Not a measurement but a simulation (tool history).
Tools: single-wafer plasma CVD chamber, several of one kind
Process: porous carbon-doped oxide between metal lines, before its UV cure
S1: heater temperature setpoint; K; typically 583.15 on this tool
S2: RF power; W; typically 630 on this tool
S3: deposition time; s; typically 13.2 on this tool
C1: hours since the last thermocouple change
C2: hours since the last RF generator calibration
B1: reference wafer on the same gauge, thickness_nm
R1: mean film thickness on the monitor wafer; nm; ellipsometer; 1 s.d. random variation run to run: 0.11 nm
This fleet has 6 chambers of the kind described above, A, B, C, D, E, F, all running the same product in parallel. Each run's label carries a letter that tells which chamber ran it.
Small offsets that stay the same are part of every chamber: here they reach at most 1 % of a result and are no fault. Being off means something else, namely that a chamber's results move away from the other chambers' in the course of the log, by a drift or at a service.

Run 1E, hour 7.2: usual settings; C1 996.8; C2 691.9; B1 92.823. Result: R1 80.451 nm.
Run 2C, hour 18: usual settings; C1 1654.7; C2 468.1; B1 92.837. Result: R1 81.162 nm.
At hour 23.4: chamber E: thermocouple changed; heater temperature recalibrated.
Run 3B, hour 25.8: usual settings; C1 941.1; C2 1131.4; B1 92.799. Result: R1 80.973 nm.
Run 4A, hour 33.2: usual settings; C1 603.7; C2 309.9; B1 92.822. Result: R1 81.35 nm.
Run 5F, hour 38.3: usual settings but S1 577.15 K, S2 530 W; C1 335.5; C2 866; B1 92.872. Result: R1 74.791 nm.
Run 6D, hour 46.1: usual settings but S1 577.15 K, S2 530 W; C1 172.2; C2 1942.6; B1 92.853. Result: R1 74.298 nm.
Run 7B, hour 55.3: usual settings but S1 577.15 K, S2 530 W; C1 970.6; C2 1160.9; B1 92.878. Result: R1 75.005 nm.
Run 8A, hour 61.2: usual settings but S1 577.15 K, S2 530 W; C1 631.7; C2 337.9; B1 92.892. Result: R1 74.692 nm.
Run 9D, hour 69.7: usual settings but S1 577.15 K, S2 530 W; C1 195.8; C2 1966.2; B1 92.913. Result: R1 74.211 nm.
Run 10F, hour 78.9: usual settings but S1 577.15 K, S2 530 W; C1 376.1; C2 906.6; B1 92.95. Result: R1 74.779 nm.
Run 11C, hour 88: usual settings but S3 14.2 s; C1 1724.7; C2 538.1; B1 92.934. Result: R1 87.161 nm.
Run 12E, hour 94.4: usual settings but S3 14.2 s; C1 71; C2 779.1; B1 92.952. Result: R1 86.504 nm.
Run 13B, hour 105.7: usual settings but S3 14.2 s; C1 1021; C2 1211.3; B1 92.977. Result: R1 87.069 nm.
Run 14D, hour 111.3: usual settings but S3 14.2 s; C1 237.4; C2 2007.8; B1 92.945. Result: R1 86.603 nm.
Run 15C, hour 116.5: usual settings but S3 14.2 s; C1 1753.2; C2 566.6; B1 92.937. Result: R1 87.017 nm.
Run 16A, hour 121.9: usual settings but S3 14.2 s; C1 692.4; C2 398.6; B1 92.974. Result: R1 87.593 nm.
Run 17F, hour 132.6: usual settings; C1 429.8; C2 960.3; B1 93.011. Result: R1 80.942 nm.
Run 18E, hour 139.5: usual settings but S3 11.1 s; C1 116.1; C2 824.2; B1 93.001. Result: R1 68.368 nm.
Run 19C, hour 150.4: usual settings but S3 11.1 s; C1 1787.1; C2 600.5; B1 93.021. Result: R1 68.806 nm.
Run 20E, hour 158: usual settings but S3 11.1 s; C1 134.6; C2 842.7; B1 92.993. Result: R1 68.401 nm.
Run 21B, hour 168.9: usual settings but S3 11.1 s; C1 1084.2; C2 1274.5; B1 93.053. Result: R1 68.723 nm.
Run 22F, hour 178.6: usual settings but S3 11.1 s; C1 475.8; C2 1006.3; B1 93.038. Result: R1 68.523 nm.
Run 23A, hour 189.7: usual settings but S3 11.1 s; C1 760.2; C2 466.4; B1 93.075. Result: R1 69.084 nm.
Run 24D, hour 195.5: usual settings; C1 321.6; C2 2092; B1 93.044. Result: R1 80.904 nm.
Run 25C, hour 204: usual settings; C1 1840.7; C2 654.1; B1 93.108. Result: R1 81.213 nm.
Run 26A, hour 209.5: usual settings; C1 780; C2 486.2; B1 93.118. Result: R1 81.356 nm.
Run 27E, hour 214.9: usual settings; C1 191.5; C2 899.6; B1 93.092. Result: R1 80.94 nm.
Run 28F, hour 225.8: usual settings; C1 523; C2 1053.5; B1 93.099. Result: R1 81.138 nm.
Run 29B, hour 231.4: usual settings; C1 1146.7; C2 1337; B1 93.13. Result: R1 81.224 nm.
Run 30D, hour 239.4: usual settings; C1 365.5; C2 2135.9; B1 93.143. Result: R1 80.97 nm.
Run 31A, hour 249.8: usual settings; C1 820.3; C2 526.5; B1 93.175. Result: R1 81.634 nm.
Run 32F, hour 255.3: usual settings; C1 552.5; C2 1083; B1 93.136. Result: R1 81.006 nm.
Run 33E, hour 265.4: usual settings; C1 242; C2 950.1; B1 93.211. Result: R1 80.973 nm.
Run 34B, hour 273.6: usual settings but S1 591.15 K; C1 1188.9; C2 1379.2; B1 93.206. Result: R1 77.875 nm.
Run 35C, hour 282.5: usual settings but S1 591.15 K; C1 1919.2; C2 732.6; B1 93.212. Result: R1 78.184 nm.
Run 36D, hour 292.4: usual settings but S1 591.15 K; C1 418.5; C2 2188.9; B1 93.209. Result: R1 77.914 nm.
Run 37A, hour 302.8: usual settings but S1 591.15 K; C1 873.3; C2 579.5; B1 93.272. Result: R1 78.369 nm.
Run 38E, hour 310.2: usual settings but S1 591.15 K; C1 286.8; C2 994.9; B1 93.269. Result: R1 77.664 nm.
Run 39D, hour 315.1: usual settings but S1 591.15 K; C1 441.2; C2 2211.6; B1 93.27. Result: R1 77.45 nm.
Run 40C, hour 322: usual settings but S2 570 W, S3 10.9 s; C1 1958.7; C2 772.1; B1 93.275. Result: R1 63.485 nm.
Run 41B, hour 328.3: usual settings but S2 570 W, S3 10.9 s; C1 1243.6; C2 1433.9; B1 93.277. Result: R1 63.472 nm.
Run 42F, hour 333.4: usual settings but S2 570 W, S3 10.9 s; C1 630.6; C2 1161.1; B1 93.3. Result: R1 63.223 nm.
Run 43D, hour 342.7: usual settings but S2 570 W, S3 10.9 s; C1 468.8; C2 2239.2; B1 93.304. Result: R1 63.14 nm.

All 6 chambers run these settings next. Forecast each chamber's results:
Run 44A, hour 351: usual settings. Result: R1 ?.
Run 44B, hour 351: usual settings. Result: R1 ?.
Run 44C, hour 351: usual settings. Result: R1 ?.
Run 44D, hour 351: usual settings. Result: R1 ?.
Run 44E, hour 351: usual settings. Result: R1 ?.
Run 44F, hour 351: usual settings. Result: R1 ?.

run      R1
44A   81.64
44B  81.492
44C  81.483
44D  81.117
44E  81.009
44F  81.111
